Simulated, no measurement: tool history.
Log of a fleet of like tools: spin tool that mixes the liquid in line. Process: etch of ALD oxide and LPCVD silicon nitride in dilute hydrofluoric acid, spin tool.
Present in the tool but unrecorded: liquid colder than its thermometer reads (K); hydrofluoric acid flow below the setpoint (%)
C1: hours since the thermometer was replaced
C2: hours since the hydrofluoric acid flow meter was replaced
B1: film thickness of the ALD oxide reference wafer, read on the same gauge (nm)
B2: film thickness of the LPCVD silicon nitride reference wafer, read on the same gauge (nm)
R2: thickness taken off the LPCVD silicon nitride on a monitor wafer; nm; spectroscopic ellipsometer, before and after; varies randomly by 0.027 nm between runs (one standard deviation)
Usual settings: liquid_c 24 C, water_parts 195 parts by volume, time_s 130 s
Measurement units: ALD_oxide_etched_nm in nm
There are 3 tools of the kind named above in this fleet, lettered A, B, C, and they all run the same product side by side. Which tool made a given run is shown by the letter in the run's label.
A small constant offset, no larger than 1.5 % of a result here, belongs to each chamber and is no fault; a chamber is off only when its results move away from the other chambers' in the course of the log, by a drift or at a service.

{"run": "1A", "hour": 6.6, "liquid_c": 24, "water_parts": 195, "time_s": 130, "C1": 698.1, "C2": 531.2, "B1": 89.996, "B2": 150, "ALD_oxide_etched_nm": 5.957, "R2": 0.31341}
{"run": "2B", "hour": 19.2, "liquid_c": 24, "water_parts": 195, "time_s": 130, "C1": 244.8, "C2": 888.6, "B1": 89.987, "B2": 150, "ALD_oxide_etched_nm": 5.7607, "R2": 0.29016}
{"run": "3C", "hour": 27.3, "liquid_c": 24, "water_parts": 195, "time_s": 130, "C1": 1596.5, "C2": 973.4, "B1": 90.008, "B2": 149.99, "ALD_oxide_etched_nm": 5.7867, "R2": 0.33179}
{"run": "4B", "hour": 37.7, "liquid_c": 24, "water_parts": 195, "time_s": 130, "C1": 263.3, "C2": 907.1, "B1": 89.943, "B2": 150.01, "ALD_oxide_etched_nm": 5.8141, "R2": 0.34451}
{"run": "5A", "hour": 45.8, "liquid_c": 24, "water_parts": 195, "time_s": 130, "C1": 737.3, "C2": 570.4, "B1": 90.033, "B2": 150.01, "ALD_oxide_etched_nm": 5.9674, "R2": 0.33653}
{"run": "6C", "hour": 51.7, "liquid_c": 24, "water_parts": 195, "time_s": 130, "C1": 1620.9, "C2": 997.8, "B1": 90.014, "B2": 150, "ALD_oxide_etched_nm": 5.791, "R2": 0.29037}
{"run": "7A", "hour": 62.2, "liquid_c": 24, "water_parts": 195, "time_s": 130, "C1": 753.7, "C2": 586.8, "B1": 90, "B2": 150, "ALD_oxide_etched_nm": 5.9834, "R2": 0.30843}
{"run": "8C", "hour": 74.4, "liquid_c": 24, "water_parts": 195, "time_s": 130, "C1": 1643.6, "C2": 1020.5, "B1": 89.998, "B2": 150, "ALD_oxide_etched_nm": 5.766, "R2": 0.28374}
{"run": "9B", "hour": 80.4, "liquid_c": 24, "water_parts": 195, "time_s": 130, "C1": 306, "C2": 949.8, "B1": 90.013, "B2": 149.99, "ALD_oxide_etched_nm": 5.7886, "R2": 0.351}
{"run": "10B", "hour": 88.1, "liquid_c": 24, "water_parts": 195, "time_s": 130, "C1": 313.7, "C2": 957.5, "B1": 89.972, "B2": 150.01, "ALD_oxide_etched_nm": 5.7878, "R2": 0.31343}
{"run": "11A", "hour": 94.0, "liquid_c": 24, "water_parts": 195, "time_s": 130, "C1": 785.5, "C2": 618.6, "B1": 90.024, "B2": 150, "ALD_oxide_etched_nm": 5.9569, "R2": 0.31654}
{"run": "12C", "hour": 101.9, "liquid_c": 24, "water_parts": 135, "time_s": 130, "C1": 1671.1, "C2": 1048, "B1": 90.046, "B2": 150.01, "ALD_oxide_etched_nm": 8.9177, "R2": 0.46581}
{"run": "13B", "hour": 108.1, "liquid_c": 24, "water_parts": 135, "time_s": 130, "C1": 333.7, "C2": 977.5, "B1": 90.007, "B2": 150.02, "ALD_oxide_etched_nm": 8.978, "R2": 0.4876}
{"run": "14C", "hour": 120.4, "liquid_c": 24, "water_parts": 135, "time_s": 130, "C1": 1689.6, "C2": 1066.5, "B1": 90.01, "B2": 150.02, "ALD_oxide_etched_nm": 8.887, "R2": 0.43505}
{"run": "15A", "hour": 128.0, "liquid_c": 24, "water_parts": 195, "time_s": 130, "C1": 819.5, "C2": 652.6, "B1": 90.027, "B2": 150, "ALD_oxide_etched_nm": 5.967, "R2": 0.3381}
{"run": "16A", "hour": 137.8, "liquid_c": 24, "water_parts": 195, "time_s": 130, "C1": 829.3, "C2": 662.4, "B1": 89.997, "B2": 150.02, "ALD_oxide_etched_nm": 5.9682, "R2": 0.36234}
{"run": "17B", "hour": 146.6, "liquid_c": 24, "water_parts": 195, "time_s": 130, "C1": 372.2, "C2": 1016, "B1": 90.057, "B2": 149.99, "ALD_oxide_etched_nm": 5.7772, "R2": 0.33888}
{"run": "18C", "hour": 155.0, "liquid_c": 24, "water_parts": 195, "time_s": 130, "C1": 1724.2, "C2": 1101.1, "B1": 89.997, "B2": 150.02, "ALD_oxide_etched_nm": 5.8173, "R2": 0.29049}
{"run": "19A", "hour": 163.9, "liquid_c": 27, "water_parts": 195, "time_s": 130, "C1": 855.4, "C2": 688.5, "B1": 89.989, "B2": 149.99, "ALD_oxide_etched_nm": 6.5837, "R2": 0.29445}
{"run": "20C", "hour": 172.7, "liquid_c": 27, "water_parts": 195, "time_s": 130, "C1": 1741.9, "C2": 1118.8, "B1": 90.007, "B2": 150.01, "ALD_oxide_etched_nm": 6.4507, "R2": 0.39349}
{"run": "21B", "hour": 182.0, "liquid_c": 27, "water_parts": 195, "time_s": 130, "C1": 407.6, "C2": 1051.4, "B1": 90.01, "B2": 150, "ALD_oxide_etched_nm": 6.4538, "R2": 0.41784}
{"run": "22A", "hour": 192.6, "liquid_c": 24, "water_parts": 195, "time_s": 130, "C1": 884.1, "C2": 717.2, "B1": 89.95, "B2": 150.01, "ALD_oxide_etched_nm": 5.9155, "R2": 0.31887}
{"run": "23C", "hour": 200.1, "liquid_c": 24, "water_parts": 195, "time_s": 130, "C1": 1769.3, "C2": 1146.2, "B1": 90.009, "B2": 150, "ALD_oxide_etched_nm": 5.8076, "R2": 0.29893}
{"run": "24B", "hour": 207.9, "liquid_c": 24, "water_parts": 195, "time_s": 130, "C1": 433.5, "C2": 1077.3, "B1": 89.992, "B2": 150, "ALD_oxide_etched_nm": 5.7591, "R2": 0.32122}
{"run": "25A", "hour": 216.2, "liquid_c": 24, "water_parts": 195, "time_s": 130, "C1": 907.7, "C2": 740.8, "B1": 90.051, "B2": 150.01, "ALD_oxide_etched_nm": 5.9344, "R2": 0.30612}
{"run": "26C", "hour": 222.7, "liquid_c": 24, "water_parts": 195, "time_s": 130, "C1": 1791.9, "C2": 1168.8, "B1": 90, "B2": 149.99, "ALD_oxide_etched_nm": 5.8284, "R2": 0.3197}
{"run": "27B", "hour": 232.8, "liquid_c": 24, "water_parts": 195, "time_s": 130, "C1": 458.4, "C2": 1102.2, "B1": 89.981, "B2": 150.01, "ALD_oxide_etched_nm": 5.7742, "R2": 0.32711}
{"run": "28B", "hour": 243.4, "liquid_c": 24, "water_parts": 195, "time_s": 130, "C1": 469, "C2": 1112.8, "B1": 89.951, "B2": 150, "ALD_oxide_etched_nm": 5.8391, "R2": 0.3289}
{"run": "29A", "hour": 254.9, "liquid_c": 24, "water_parts": 195, "time_s": 130, "C1": 946.4, "C2": 779.5, "B1": 89.971, "B2": 150.01, "ALD_oxide_etched_nm": 5.9418, "R2": 0.28538}
{"run": "30C", "hour": 265.8, "liquid_c": 20, "water_parts": 195, "time_s": 130, "C1": 1835, "C2": 1211.9, "B1": 89.957, "B2": 149.99, "ALD_oxide_etched_nm": 4.9904, "R2": 0.25839}
{"run": "31A", "hour": 275.9, "liquid_c": 20, "water_parts": 195, "time_s": 130, "C1": 967.4, "C2": 800.5, "B1": 90.006, "B2": 149.98, "ALD_oxide_etched_nm": 5.0968, "R2": 0.23738}
{"run": "32B", "hour": 281.4, "liquid_c": 20, "water_parts": 195, "time_s": 130, "C1": 507, "C2": 1150.8, "B1": 90.032, "B2": 149.98, "ALD_oxide_etched_nm": 4.9573, "R2": 0.22639}

Each of the 3 chambers runs these same settings next. Fill in every chamber's results:
{"run": "33A", "hour": 290.4, "liquid_c": 24, "water_parts": 110, "time_s": 130, "ALD_oxide_etched_nm": "?", "R2": "?"}
{"run": "33B", "hour": 290.4, "liquid_c": 24, "water_parts": 110, "time_s": 130, "ALD_oxide_etched_nm": "?", "R2": "?"}
{"run": "33C", "hour": 290.4, "liquid_c": 24, "water_parts": 110, "time_s": 130, "ALD_oxide_etched_nm": "?", "R2": "?"}

run=33A ALD_oxide_etched_nm=11.591 R2=0.57552
run=33B ALD_oxide_etched_nm=11.277 R2=0.53468
run=33C ALD_oxide_etched_nm=11.253 R2=0.51675
